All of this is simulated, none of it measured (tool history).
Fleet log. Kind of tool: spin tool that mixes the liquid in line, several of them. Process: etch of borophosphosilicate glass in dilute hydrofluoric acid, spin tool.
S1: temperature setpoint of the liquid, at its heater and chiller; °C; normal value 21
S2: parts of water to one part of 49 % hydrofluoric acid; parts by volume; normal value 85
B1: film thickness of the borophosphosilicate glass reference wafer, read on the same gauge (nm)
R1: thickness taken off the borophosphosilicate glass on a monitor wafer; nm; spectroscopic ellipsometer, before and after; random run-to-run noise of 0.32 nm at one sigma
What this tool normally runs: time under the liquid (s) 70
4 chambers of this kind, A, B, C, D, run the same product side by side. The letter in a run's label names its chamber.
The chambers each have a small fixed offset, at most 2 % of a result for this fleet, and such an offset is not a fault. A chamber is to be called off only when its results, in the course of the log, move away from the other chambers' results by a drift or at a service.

Run 1D, hour 13.4: usual settings; B1 119.99. Result: R1 38.116 nm.
Run 2B, hour 25.4: usual settings; B1 120. Result: R1 37.421 nm.
Run 3C, hour 34.9: usual settings; B1 119.98. Result: R1 38.337 nm.
Run 4A, hour 44.9: usual settings; B1 119.96. Result: R1 37.591 nm.
At hour 56.8: chamber C: hydrofluoric acid flow meter replaced.
Run 5C, hour 58.6: usual settings; B1 120.01. Result: R1 37.909 nm.
Run 6D, hour 72.8: usual settings; B1 120. Result: R1 37.585 nm.
Run 7B, hour 80.3: usual settings; B1 119.97. Result: R1 37.833 nm.
Run 8A, hour 87.6: usual settings; B1 120.02. Result: R1 37.588 nm.
Run 9A, hour 101.1: usual settings; B1 120.03. Result: R1 37.397 nm.
Run 10B, hour 115.3: usual settings but S1 17.5 °C, S2 65 parts by volume; B1 120.02. Result: R1 44.04 nm.
Run 11D, hour 123.1: usual settings but S1 17.5 °C, S2 65 parts by volume; B1 119.98. Result: R1 44.069 nm.
Run 12C, hour 130.5: usual settings but S1 17.5 °C, S2 65 parts by volume; B1 120.01. Result: R1 43.364 nm.
Run 13A, hour 140.3: usual settings but S1 17.5 °C, S2 65 parts by volume; B1 120. Result: R1 44.155 nm.
Run 14C, hour 149.2: usual settings; B1 120.03. Result: R1 37.683 nm.
Run 15B, hour 158.6: usual settings; B1 120.06. Result: R1 37.749 nm.
Run 16D, hour 171.6: usual settings; B1 120.02. Result: R1 37.946 nm.
Run 17B, hour 184.9: usual settings; B1 120. Result: R1 37.501 nm.
Run 18A, hour 198.5: usual settings but S2 70 parts by volume, time under the liquid (s) 35; B1 120. Result: R1 23.385 nm.
Run 19C, hour 213: usual settings but S2 70 parts by volume, time under the liquid (s) 35; B1 120.04. Result: R1 23.066 nm.
Run 20D, hour 222.3: usual settings but S2 70 parts by volume, time under the liquid (s) 35; B1 119.95. Result: R1 23.667 nm.
Run 21A, hour 234.4: usual settings but S2 70 parts by volume, time under the liquid (s) 35; B1 120.03. Result: R1 23.722 nm.
Run 22B, hour 245.9: usual settings; B1 120. Result: R1 37.995 nm.
Run 23D, hour 254.6: usual settings; B1 119.97. Result: R1 37.891 nm.
Run 24C, hour 262.3: usual settings; B1 120.02. Result: R1 37.803 nm.
At hour 266.6: chamber B: hydrofluoric acid flow meter replaced.
Run 25D, hour 272.4: usual settings; B1 119.99. Result: R1 38.242 nm.
Run 26C, hour 282: usual settings; B1 119.99. Result: R1 37.578 nm.
Run 27B, hour 292.3: usual settings; B1 120. Result: R1 37.453 nm.
Run 28A, hour 301: usual settings but S1 17.5 °C, time under the liquid (s) 85; B1 120.03. Result: R1 40.202 nm.
Run 29C, hour 311.2: usual settings but S1 17.5 °C, time under the liquid (s) 85; B1 120.01. Result: R1 39.464 nm.
Run 30A, hour 318.2: usual settings but S1 17.5 °C, time under the liquid (s) 85; B1 120.01. Result: R1 40.672 nm.
Run 31B, hour 328.5: usual settings but S1 17.5 °C, time under the liquid (s) 85; B1 120.02. Result: R1 38.702 nm.
Run 32D, hour 336.9: usual settings; B1 120. Result: R1 37.815 nm.
At hour 340.1: chamber B: thermometer replaced.
Run 33A, hour 350.5: usual settings; B1 120.03. Result: R1 38.838 nm.
Run 34B, hour 364.2: usual settings; B1 120. Result: R1 37.291 nm.
Run 35D, hour 374.5: usual settings but S1 17.5 °C, S2 55 parts by volume; B1 120.01. Result: R1 53.228 nm.
Run 36C, hour 384.4: usual settings but S1 17.5 °C, S2 55 parts by volume; B1 119.99. Result: R1 52.137 nm.
Run 37D, hour 394.9: usual settings but S1 17.5 °C, S2 55 parts by volume; B1 119.99. Result: R1 52.318 nm.
Run 38B, hour 409.1: usual settings but S1 17.5 °C, S2 55 parts by volume; B1 119.99. Result: R1 50.83 nm.
Run 39C, hour 420.6: usual settings; B1 120. Result: R1 38.088 nm.

Each of the 4 chambers runs these same settings next. Fill in every chamber's results:
Run 40A, hour 431.3: usual settings but time under the liquid (s) 50. Result: R1 ?.
Run 40B, hour 431.3: usual settings but time under the liquid (s) 50. Result: R1 ?.
Run 40C, hour 431.3: usual settings but time under the liquid (s) 50. Result: R1 ?.
Run 40D, hour 431.3: usual settings but time under the liquid (s) 50. Result: R1 ?.

run      R1
40A   28.02
40B  26.709
40C  27.069
40D  26.743

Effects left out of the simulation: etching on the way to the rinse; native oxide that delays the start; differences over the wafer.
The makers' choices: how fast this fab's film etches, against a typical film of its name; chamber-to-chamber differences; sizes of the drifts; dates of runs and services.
